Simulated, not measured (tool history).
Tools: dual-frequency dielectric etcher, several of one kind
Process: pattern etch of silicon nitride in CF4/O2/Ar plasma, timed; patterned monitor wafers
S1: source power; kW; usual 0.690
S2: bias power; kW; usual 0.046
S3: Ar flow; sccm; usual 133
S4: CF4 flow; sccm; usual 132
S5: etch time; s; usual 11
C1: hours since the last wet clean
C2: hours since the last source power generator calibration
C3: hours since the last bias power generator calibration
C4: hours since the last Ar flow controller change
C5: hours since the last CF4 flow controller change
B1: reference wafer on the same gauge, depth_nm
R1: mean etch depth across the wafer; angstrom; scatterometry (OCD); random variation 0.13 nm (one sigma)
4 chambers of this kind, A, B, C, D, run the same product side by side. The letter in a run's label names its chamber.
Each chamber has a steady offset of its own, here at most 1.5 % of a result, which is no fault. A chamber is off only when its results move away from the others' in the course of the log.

{"run": "1D", "hour": 5.6, "S1": 0.69, "S2": 0.046, "S3": 133, "S4": 132, "S5": 11, "C1": 214.9, "C2": 1465.2, "C3": 1722.4, "C4": 2071.1, "C5": 4133.0, "B1": 21.626, "R1": 266.73}
{"run": "2B", "hour": 10.8, "S1": 0.69, "S2": 0.046, "S3": 133, "S4": 132, "S5": 11, "C1": 416.7, "C2": 1994.5, "C3": 1437.2, "C4": 3679.3, "C5": 1105.3, "B1": 21.602, "R1": 270.41}
{"run": "3C", "hour": 17.0, "S1": 0.69, "S2": 0.046, "S3": 133, "S4": 132, "S5": 11, "C1": 95.6, "C2": 1068.0, "C3": 3064.4, "C4": 2194.9, "C5": 2169.1, "B1": 21.605, "R1": 271.01}
{"run": "4A", "hour": 22.1, "S1": 0.69, "S2": 0.046, "S3": 133, "S4": 132, "S5": 11, "C1": 70.1, "C2": 900.4, "C3": 2585.7, "C4": 3643.4, "C5": 1221.1, "B1": 21.593, "R1": 268.6}
{"run": "5A", "hour": 29.5, "S1": 0.69, "S2": 0.046, "S3": 133, "S4": 132, "S5": 11, "C1": 77.5, "C2": 907.8, "C3": 2593.1, "C4": 3650.8, "C5": 1228.5, "B1": 21.588, "R1": 268.47}
{"run": "6B", "hour": 35.1, "S1": 0.69, "S2": 0.046, "S3": 133, "S4": 132, "S5": 11, "C1": 441.0, "C2": 2018.8, "C3": 1461.5, "C4": 3703.6, "C5": 1129.6, "B1": 21.591, "R1": 271.31}
{"run": "7D", "hour": 39.0, "S1": 0.69, "S2": 0.046, "S3": 133, "S4": 132, "S5": 11, "C1": 248.3, "C2": 1498.6, "C3": 1755.8, "C4": 2104.5, "C5": 4166.4, "B1": 21.601, "R1": 265.63}
{"run": "8C", "hour": 44.4, "S1": 0.69, "S2": 0.046, "S3": 133, "S4": 132, "S5": 11, "C1": 123.0, "C2": 1095.4, "C3": 3091.8, "C4": 2222.3, "C5": 2196.5, "B1": 21.612, "R1": 272.59}
{"run": "9D", "hour": 49.9, "S1": 0.69, "S2": 0.046, "S3": 133, "S4": 132, "S5": 11, "C1": 259.2, "C2": 1509.5, "C3": 1766.7, "C4": 2115.4, "C5": 4177.3, "B1": 21.605, "R1": 262.83}
{"run": "10A", "hour": 57.1, "S1": 0.69, "S2": 0.046, "S3": 133, "S4": 132, "S5": 11, "C1": 105.1, "C2": 935.4, "C3": 2620.7, "C4": 3678.4, "C5": 1256.1, "B1": 21.612, "R1": 270.19}
{"run": "11C", "hour": 60.7, "S1": 0.69, "S2": 0.046, "S3": 133, "S4": 132, "S5": 11, "C1": 139.3, "C2": 1111.7, "C3": 3108.1, "C4": 2238.6, "C5": 2212.8, "B1": 21.589, "R1": 270.37}
{"hour": 63.3, "done": "chamber A: bias power generator calibrated"}
{"run": "12B", "hour": 67.3, "S1": 0.69, "S2": 0.046, "S3": 133, "S4": 132, "S5": 11, "C1": 473.2, "C2": 2051.0, "C3": 1493.7, "C4": 3735.8, "C5": 1161.8, "B1": 21.613, "R1": 271.0}
{"run": "13A", "hour": 72.8, "S1": 0.69, "S2": 0.046, "S3": 133, "S4": 132, "S5": 11, "C1": 120.8, "C2": 951.1, "C3": 9.5, "C4": 3694.1, "C5": 1271.8, "B1": 21.576, "R1": 270.85}
{"run": "14D", "hour": 78.7, "S1": 0.69, "S2": 0.046, "S3": 133, "S4": 132, "S5": 11, "C1": 288.0, "C2": 1538.3, "C3": 1795.5, "C4": 2144.2, "C5": 4206.1, "B1": 21.6, "R1": 266.91}
{"run": "15B", "hour": 82.2, "S1": 0.76, "S2": 0.046, "S3": 133, "S4": 132, "S5": 11, "C1": 488.1, "C2": 2065.9, "C3": 1508.6, "C4": 3750.7, "C5": 1176.7, "B1": 21.59, "R1": 295.59}
{"run": "16C", "hour": 89.7, "S1": 0.76, "S2": 0.046, "S3": 133, "S4": 132, "S5": 11, "C1": 168.3, "C2": 1140.7, "C3": 3137.1, "C4": 2267.6, "C5": 2241.8, "B1": 21.577, "R1": 296.35}
{"run": "17C", "hour": 94.9, "S1": 0.76, "S2": 0.046, "S3": 133, "S4": 132, "S5": 11, "C1": 173.5, "C2": 1145.9, "C3": 3142.3, "C4": 2272.8, "C5": 2247.0, "B1": 21.608, "R1": 294.22}
{"hour": 97.8, "done": "chamber B: source power generator calibrated"}
{"run": "18A", "hour": 98.3, "S1": 0.76, "S2": 0.046, "S3": 133, "S4": 132, "S5": 11, "C1": 146.3, "C2": 976.6, "C3": 35.0, "C4": 3719.6, "C5": 1297.3, "B1": 21.599, "R1": 292.52}
{"run": "19B", "hour": 102.6, "S1": 0.69, "S2": 0.046, "S3": 133, "S4": 132, "S5": 11, "C1": 508.5, "C2": 4.8, "C3": 1529.0, "C4": 3771.1, "C5": 1197.1, "B1": 21.6, "R1": 268.62}
{"hour": 108.7, "done": "chamber B: wet clean of the chamber"}
{"run": "20D", "hour": 109.7, "S1": 0.69, "S2": 0.046, "S3": 133, "S4": 132, "S5": 11, "C1": 319.0, "C2": 1569.3, "C3": 1826.5, "C4": 2175.2, "C5": 4237.1, "B1": 21.606, "R1": 263.1}
{"run": "21D", "hour": 116.0, "S1": 0.69, "S2": 0.046, "S3": 133, "S4": 132, "S5": 11, "C1": 325.3, "C2": 1575.6, "C3": 1832.8, "C4": 2181.5, "C5": 4243.4, "B1": 21.616, "R1": 262.24}
{"run": "22A", "hour": 121.1, "S1": 0.69, "S2": 0.046, "S3": 133, "S4": 132, "S5": 11, "C1": 169.1, "C2": 999.4, "C3": 57.8, "C4": 3742.4, "C5": 1320.1, "B1": 21.613, "R1": 269.94}
{"run": "23C", "hour": 124.9, "S1": 0.69, "S2": 0.046, "S3": 133, "S4": 132, "S5": 11, "C1": 203.5, "C2": 1175.9, "C3": 3172.3, "C4": 2302.8, "C5": 2277.0, "B1": 21.606, "R1": 270.28}
{"run": "24B", "hour": 131.8, "S1": 0.69, "S2": 0.046, "S3": 133, "S4": 132, "S5": 11, "C1": 23.1, "C2": 34.0, "C3": 1558.2, "C4": 3800.3, "C5": 1226.3, "B1": 21.571, "R1": 269.42}
{"run": "25D", "hour": 137.9, "S1": 0.69, "S2": 0.046, "S3": 133, "S4": 132, "S5": 11, "C1": 347.2, "C2": 1597.5, "C3": 1854.7, "C4": 2203.4, "C5": 4265.3, "B1": 21.619, "R1": 261.3}
{"run": "26A", "hour": 143.3, "S1": 0.69, "S2": 0.046, "S3": 133, "S4": 132, "S5": 11, "C1": 191.3, "C2": 1021.6, "C3": 80.0, "C4": 3764.6, "C5": 1342.3, "B1": 21.609, "R1": 270.89}
{"run": "27C", "hour": 150.3, "S1": 0.69, "S2": 0.046, "S3": 133, "S4": 132, "S5": 11, "C1": 228.9, "C2": 1201.3, "C3": 3197.7, "C4": 2328.2, "C5": 2302.4, "B1": 21.63, "R1": 272.12}
{"run": "28B", "hour": 155.0, "S1": 0.69, "S2": 0.039, "S3": 133, "S4": 132, "S5": 11, "C1": 46.3, "C2": 57.2, "C3": 1581.4, "C4": 3823.5, "C5": 1249.5, "B1": 21.623, "R1": 252.96}
{"run": "29A", "hour": 161.0, "S1": 0.69, "S2": 0.039, "S3": 133, "S4": 132, "S5": 11, "C1": 209.0, "C2": 1039.3, "C3": 97.7, "C4": 3782.3, "C5": 1360.0, "B1": 21.61, "R1": 254.44}
{"run": "30C", "hour": 165.9, "S1": 0.69, "S2": 0.039, "S3": 133, "S4": 132, "S5": 11, "C1": 244.5, "C2": 1216.9, "C3": 3213.3, "C4": 2343.8, "C5": 2318.0, "B1": 21.59, "R1": 256.65}
{"hour": 168.9, "done": "chamber B: Ar flow controller replaced"}
{"run": "31D", "hour": 170.1, "S1": 0.69, "S2": 0.039, "S3": 133, "S4": 132, "S5": 11, "C1": 379.4, "C2": 1629.7, "C3": 1886.9, "C4": 2235.6, "C5": 4297.5, "B1": 21.592, "R1": 245.26}
{"run": "32B", "hour": 176.8, "S1": 0.69, "S2": 0.046, "S3": 133, "S4": 132, "S5": 11, "C1": 68.1, "C2": 79.0, "C3": 1603.2, "C4": 7.9, "C5": 1271.3, "B1": 21.603, "R1": 270.52}
{"run": "33A", "hour": 182.3, "S1": 0.69, "S2": 0.046, "S3": 133, "S4": 132, "S5": 11, "C1": 230.3, "C2": 1060.6, "C3": 119.0, "C4": 3803.6, "C5": 1381.3, "B1": 21.572, "R1": 267.93}
{"run": "34C", "hour": 188.6, "S1": 0.69, "S2": 0.046, "S3": 133, "S4": 132, "S5": 11, "C1": 267.2, "C2": 1239.6, "C3": 3236.0, "C4": 2366.5, "C5": 2340.7, "B1": 21.592, "R1": 272.13}
{"run": "35B", "hour": 195.1, "S1": 0.69, "S2": 0.046, "S3": 133, "S4": 132, "S5": 11, "C1": 86.4, "C2": 97.3, "C3": 1621.5, "C4": 26.2, "C5": 1289.6, "B1": 21.6, "R1": 272.62}
{"run": "36D", "hour": 200.8, "S1": 0.69, "S2": 0.046, "S3": 133, "S4": 132, "S5": 11, "C1": 410.1, "C2": 1660.4, "C3": 1917.6, "C4": 2266.3, "C5": 4328.2, "B1": 21.604, "R1": 255.8}
{"run": "37A", "hour": 206.1, "S1": 0.69, "S2": 0.046, "S3": 133, "S4": 132, "S5": 11, "C1": 254.1, "C2": 1084.4, "C3": 142.8, "C4": 3827.4, "C5": 1405.1, "B1": 21.581, "R1": 268.69}
{"run": "38D", "hour": 213.8, "S1": 0.69, "S2": 0.046, "S3": 133, "S4": 132, "S5": 11, "C1": 423.1, "C2": 1673.4, "C3": 1930.6, "C4": 2279.3, "C5": 4341.2, "B1": 21.603, "R1": 256.36}
{"run": "39B", "hour": 219.0, "S1": 0.69, "S2": 0.046, "S3": 133, "S4": 132, "S5": 11, "C1": 110.3, "C2": 121.2, "C3": 1645.4, "C4": 50.1, "C5": 1313.5, "B1": 21.607, "R1": 268.34}
{"run": "40C", "hour": 225.8, "S1": 0.69, "S2": 0.046, "S3": 133, "S4": 132, "S5": 11, "C1": 304.4, "C2": 1276.8, "C3": 3273.2, "C4": 2403.7, "C5": 2377.9, "B1": 21.608, "R1": 272.42}
{"run": "41B", "hour": 232.0, "S1": 0.69, "S2": 0.046, "S3": 133, "S4": 132, "S5": 11, "C1": 123.3, "C2": 134.2, "C3": 1658.4, "C4": 63.1, "C5": 1326.5, "B1": 21.582, "R1": 271.08}
{"run": "42C", "hour": 236.1, "S1": 0.69, "S2": 0.046, "S3": 133, "S4": 132, "S5": 11, "C1": 314.7, "C2": 1287.1, "C3": 3283.5, "C4": 2414.0, "C5": 2388.2, "B1": 21.592, "R1": 272.28}
{"run": "43D", "hour": 243.0, "S1": 0.69, "S2": 0.046, "S3": 133, "S4": 132, "S5": 11, "C1": 452.3, "C2": 1702.6, "C3": 1959.8, "C4": 2308.5, "C5": 4370.4, "B1": 21.618, "R1": 253.82}

What goes on in this fleet: one chamber off, a drifting gauge, or nothing beyond the chambers' own small offsets? Name the chamber and the cause, if any.

Chamber D drifts away from the others.
Cause: etch rate under this chamber's usual, % = 3.86.
The log may not tell that from: source power that arrives under what is set, %.

Here are 4 candidates for chamber D's next run, each the usual settings with a change, their results left as question marks. Which one brings its results back in line with what the others give on the usual settings?
In line means no further than this from the other chambers' mean on the usual settings: R1 4.50 angstrom
{"run": "44D-1", "hour": 248.6, "S1": 0.67, "S2": 0.046, "S3": 133, "S4": 132, "S5": 11.0, "R1": "?"}
{"run": "44D-2", "hour": 248.6, "S1": 0.69, "S2": 0.046, "S3": 133, "S4": 155, "S5": 11.0, "R1": "?"}
{"run": "44D-3", "hour": 248.6, "S1": 0.68, "S2": 0.046, "S3": 133, "S4": 132, "S5": 10.5, "R1": "?"}
{"run": "44D-4", "hour": 248.6, "S1": 0.74, "S2": 0.046, "S3": 133, "S4": 133, "S5": 11.0, "R1": "?"}

The other chambers' mean on the usual settings: R1 270.21 angstrom
run=44D-1 R1=248.41
run=44D-2 R1=260.26
run=44D-3 R1=240.26
run=44D-4 R1=271.60
44D-4 brings the chamber back in line.
